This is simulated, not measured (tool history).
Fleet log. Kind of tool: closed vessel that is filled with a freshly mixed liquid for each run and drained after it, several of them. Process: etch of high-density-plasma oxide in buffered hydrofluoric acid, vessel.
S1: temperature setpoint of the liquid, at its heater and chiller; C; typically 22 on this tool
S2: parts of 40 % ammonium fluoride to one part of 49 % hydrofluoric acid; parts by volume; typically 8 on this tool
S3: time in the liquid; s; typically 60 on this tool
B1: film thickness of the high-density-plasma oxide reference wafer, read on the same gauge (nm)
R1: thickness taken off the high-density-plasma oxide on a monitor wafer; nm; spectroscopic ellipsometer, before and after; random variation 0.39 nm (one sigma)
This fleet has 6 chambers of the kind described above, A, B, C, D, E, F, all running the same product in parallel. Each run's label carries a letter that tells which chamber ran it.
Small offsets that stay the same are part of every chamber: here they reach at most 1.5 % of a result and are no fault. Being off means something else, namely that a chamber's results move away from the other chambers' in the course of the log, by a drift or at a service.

run,hour,S1,S2,S3,B1,R1
1C,5.7,22,8,60,30.030,113.890
2E,11.7,22,8,60,30.026,112.930
3A,15.8,22,8,60,30.024,113.930
4D,19.9,22,8,60,29.997,114.700
5F,24.0,22,8,60,29.990,113.930
6B,30.7,24,8,60,29.988,128.500
7D,34.4,24,8,60,29.996,127.210
8F,38.5,24,8,60,30.020,127.900
9E,45.8,24,8,60,29.996,126.720
10A,50.9,24,8,60,30.026,127.690
11C,57.2,24,8,60,30.017,127.480
12B,61.0,22,8,60,29.998,114.250
# hour 61.3: chamber A: thermometer replaced
13B,66.5,22,8,60,29.980,114.020
14D,72.3,22,8,60,30.004,113.990
15C,79.4,22,8,60,29.958,114.890
16E,83.4,22,8,60,30.010,112.940
17A,88.1,22,8,60,29.967,114.050
18F,93.9,22,8,60,29.967,114.080
19F,99.7,17,8,60,30.012,86.133
20D,106.5,17,8,60,30.016,85.993
21B,110.5,17,8,60,30.002,86.202
22E,117.4,17,8,60,29.968,85.601
23A,123.9,17,8,60,30.010,87.244
24C,128.8,17,8,60,30.013,86.531
25A,133.2,22,8,60,29.979,114.200
# hour 134.9: chamber B: thermometer replaced
26E,139.0,22,8,60,29.994,112.880
27C,143.1,22,8,60,30.003,114.450
28F,147.6,22,8,60,29.990,114.340
29D,151.9,22,8,60,29.995,114.550
30B,156.2,22,8,60,29.987,114.540
31F,161.0,22,6,80,30.011,200.710
32C,164.5,22,6,80,30.000,199.940
33B,170.5,22,6,80,29.990,200.900
34A,177.6,22,6,80,30.034,202.020
35E,181.1,22,6,80,30.011,200.510
# hour 182.8: chamber F: thermometer replaced
36D,188.0,22,6,80,29.998,202.340
37F,191.9,22,8,60,29.993,113.170
38A,197.4,22,8,60,29.972,114.820

Is one chamber off against the others, does the gauge drift, or is nothing wrong? If a chamber is off, say which, and what the likeliest cause is.

No chamber stands off beyond its own small offset, and the gauge holds steady.

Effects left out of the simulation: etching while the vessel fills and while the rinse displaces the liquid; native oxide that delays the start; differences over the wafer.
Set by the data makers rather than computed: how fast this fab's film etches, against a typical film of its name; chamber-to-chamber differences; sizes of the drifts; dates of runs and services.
